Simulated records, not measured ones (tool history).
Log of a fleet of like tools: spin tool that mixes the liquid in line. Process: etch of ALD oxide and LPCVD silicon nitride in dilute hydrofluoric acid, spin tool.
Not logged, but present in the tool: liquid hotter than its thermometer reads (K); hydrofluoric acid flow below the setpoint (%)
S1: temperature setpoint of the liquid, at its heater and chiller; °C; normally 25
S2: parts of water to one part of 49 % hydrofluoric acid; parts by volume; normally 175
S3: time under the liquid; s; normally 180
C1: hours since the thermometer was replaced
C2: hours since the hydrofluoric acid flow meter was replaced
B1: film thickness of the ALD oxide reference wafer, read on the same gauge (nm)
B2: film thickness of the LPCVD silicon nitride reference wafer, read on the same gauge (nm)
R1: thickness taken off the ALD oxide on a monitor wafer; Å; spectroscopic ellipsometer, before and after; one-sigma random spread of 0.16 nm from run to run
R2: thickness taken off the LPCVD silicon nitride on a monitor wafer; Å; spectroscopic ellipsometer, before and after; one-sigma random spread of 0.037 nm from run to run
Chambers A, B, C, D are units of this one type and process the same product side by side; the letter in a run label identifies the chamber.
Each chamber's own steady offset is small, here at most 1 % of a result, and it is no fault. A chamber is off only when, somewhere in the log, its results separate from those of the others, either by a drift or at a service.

run 1B day=0.254 | S1=25 S2=175 S3=180 | C1=725.8 C2=1069.7 | B1=130.01 B2=29.982 | R1=207.16 R2=5.5955
run 2D day=0.429 | S1=25 S2=175 S3=180 | C1=157.6 C2=900.7 | B1=129.99 B2=29.998 | R1=207.16 R2=6.0954
run 3C day=0.638 | S1=25 S2=175 S3=180 | C1=660 C2=835.6 | B1=130.02 B2=29.979 | R1=206.28 R2=5.8302
run 4A day=0.846 | S1=25 S2=175 S3=180 | C1=806.5 C2=1483.1 | B1=129.99 B2=30.001 | R1=209.62 R2=6.4089
run 5D day=1.008 | S1=29 S2=175 S3=255 | C1=171.5 C2=914.6 | B1=129.99 B2=29.969 | R1=345.23 R2=11.753
run 6A day=1.142 | S1=29 S2=175 S3=255 | C1=813.6 C2=1490.2 | B1=129.98 B2=30.003 | R1=343.55 R2=9.7754
run 7B day=1.367 | S1=29 S2=175 S3=255 | C1=752.5 C2=1096.4 | B1=129.98 B2=30.015 | R1=335.31 R2=11.529
run 8C day=1.571 | S1=29 S2=175 S3=255 | C1=682.4 C2=858 | B1=129.97 B2=30.02 | R1=341.24 R2=11.236
run 9B day=1.758 | S1=25 S2=175 S3=180 | C1=761.9 C2=1105.8 | B1=130.02 B2=29.994 | R1=201.01 R2=5.9578
run 10A day=1.921 | S1=25 S2=175 S3=180 | C1=832.3 C2=1508.9 | B1=129.96 B2=29.996 | R1=209.35 R2=6.9118
run 11D day=2.038 | S1=25 S2=175 S3=180 | C1=196.2 C2=939.3 | B1=130 B2=30.016 | R1=210.71 R2=6.2588
run 12C day=2.308 | S1=25 S2=175 S3=180 | C1=700.1 C2=875.7 | B1=130.03 B2=30.009 | R1=206.57 R2=5.993
run 13C day=2.496 | S1=25 S2=175 S3=180 | C1=704.6 C2=880.2 | B1=129.98 B2=30.004 | R1=209 R2=6.0568
run 14D day=2.758 | S1=25 S2=175 S3=180 | C1=213.5 C2=956.6 | B1=130.01 B2=29.985 | R1=210.12 R2=6.1205
run 15A day=2.938 | S1=25 S2=175 S3=180 | C1=856.7 C2=1533.3 | B1=130.01 B2=29.97 | R1=208.21 R2=6.4944
run 16B day=3.15 | S1=25 S2=175 S3=180 | C1=795.3 C2=1139.2 | B1=129.99 B2=29.998 | R1=199.42 R2=5.1102
run 17B day=3.317 | S1=25 S2=175 S3=180 | C1=799.3 C2=1143.2 | B1=130.02 B2=29.983 | R1=197.52 R2=5.7782
run 18D day=3.529 | S1=25 S2=175 S3=180 | C1=232 C2=975.1 | B1=130.04 B2=29.989 | R1=212.03 R2=6.1184
run 19C day=3.746 | S1=25 S2=175 S3=180 | C1=734.6 C2=910.2 | B1=130.02 B2=30.005 | R1=213.55 R2=5.8825
run 20A day=3.962 | S1=25 S2=175 S3=180 | C1=881.3 C2=1557.9 | B1=130 B2=30.012 | R1=210.65 R2=5.9609
run 21C day=4.121 | S1=25 S2=175 S3=180 | C1=743.6 C2=919.2 | B1=130.05 B2=29.998 | R1=209.62 R2=6.2532
run 22D day=4.288 | S1=25 S2=175 S3=180 | C1=250.2 C2=993.3 | B1=130 B2=29.995 | R1=208.94 R2=6.2297
run 23A day=4.521 | S1=25 S2=175 S3=285 | C1=894.7 C2=1571.3 | B1=130.01 B2=29.99 | R1=333.28 R2=9.7158
run 24B day=4.788 | S1=25 S2=175 S3=285 | C1=834.6 C2=1178.5 | B1=130.03 B2=29.978 | R1=307.41 R2=9.1589
run 25B day=5.05 | S1=25 S2=175 S3=285 | C1=840.9 C2=1184.8 | B1=129.99 B2=30.008 | R1=304.94 R2=9.0795
run 26A day=5.246 | S1=25 S2=175 S3=285 | C1=912.1 C2=1588.7 | B1=130.01 B2=29.991 | R1=327.74 R2=10.403
run 27D day=5.45 | S1=25 S2=175 S3=180 | C1=278.1 C2=1021.2 | B1=130.01 B2=29.981 | R1=207.61 R2=6.606
run 28C day=5.583 | S1=23 S2=175 S3=140 | C1=778.7 C2=954.3 | B1=129.99 B2=30.01 | R1=151.25 R2=4.8267
run 29C day=5.729 | S1=23 S2=175 S3=140 | C1=782.2 C2=957.8 | B1=130.02 B2=30 | R1=150.19 R2=4.6616
run 30D day=5.929 | S1=23 S2=175 S3=140 | C1=289.6 C2=1032.7 | B1=130.01 B2=30.003 | R1=150.5 R2=4.2565
run 31B day=6.129 | S1=23 S2=175 S3=140 | C1=866.8 C2=1210.7 | B1=130.04 B2=30.02 | R1=135.34 R2=3.9231

Which is it: a chamber that has drifted or been left off by a service, a gauge drift common to all chambers, or only each chamber's usual small offset? If a chamber is off, name it and its likeliest cause.

Chamber B drifts away from the others.
What lies behind it: hydrofluoric acid flow below the setpoint (%) = 7.95.

Below are 4 candidate recipes for chamber B's next run, each the usual settings with a change, their results shown as question marks. Which of them brings B's results back in line with what the other chambers give on the usual settings?
A result is in line if it is within this distance of the other chambers' mean on the usual settings: R1 5.8 Å; R2 1.3 Å
run 32B-1 day=6.321 | S1=25.5 S2=190 S3=175 | R1=? R2=?
run 32B-2 day=6.321 | S1=25 S2=160 S3=190 | R1=? R2=?
run 32B-3 day=6.321 | S1=25.5 S2=195 S3=170 | R1=? R2=?
run 32B-4 day=6.321 | S1=25 S2=165 S3=185 | R1=? R2=?

The other chambers' mean on the usual settings: R1 208.88 Å; R2 6.1448 Å
run=32B-1 R1=168.39 R2=5.2429
run=32B-2 R1=220.37 R2=6.5292
run=32B-3 R1=158.5 R2=4.9645
run=32B-4 R1=206.92 R2=6.1688
It is 32B-4 that realigns the chamber with its peers.
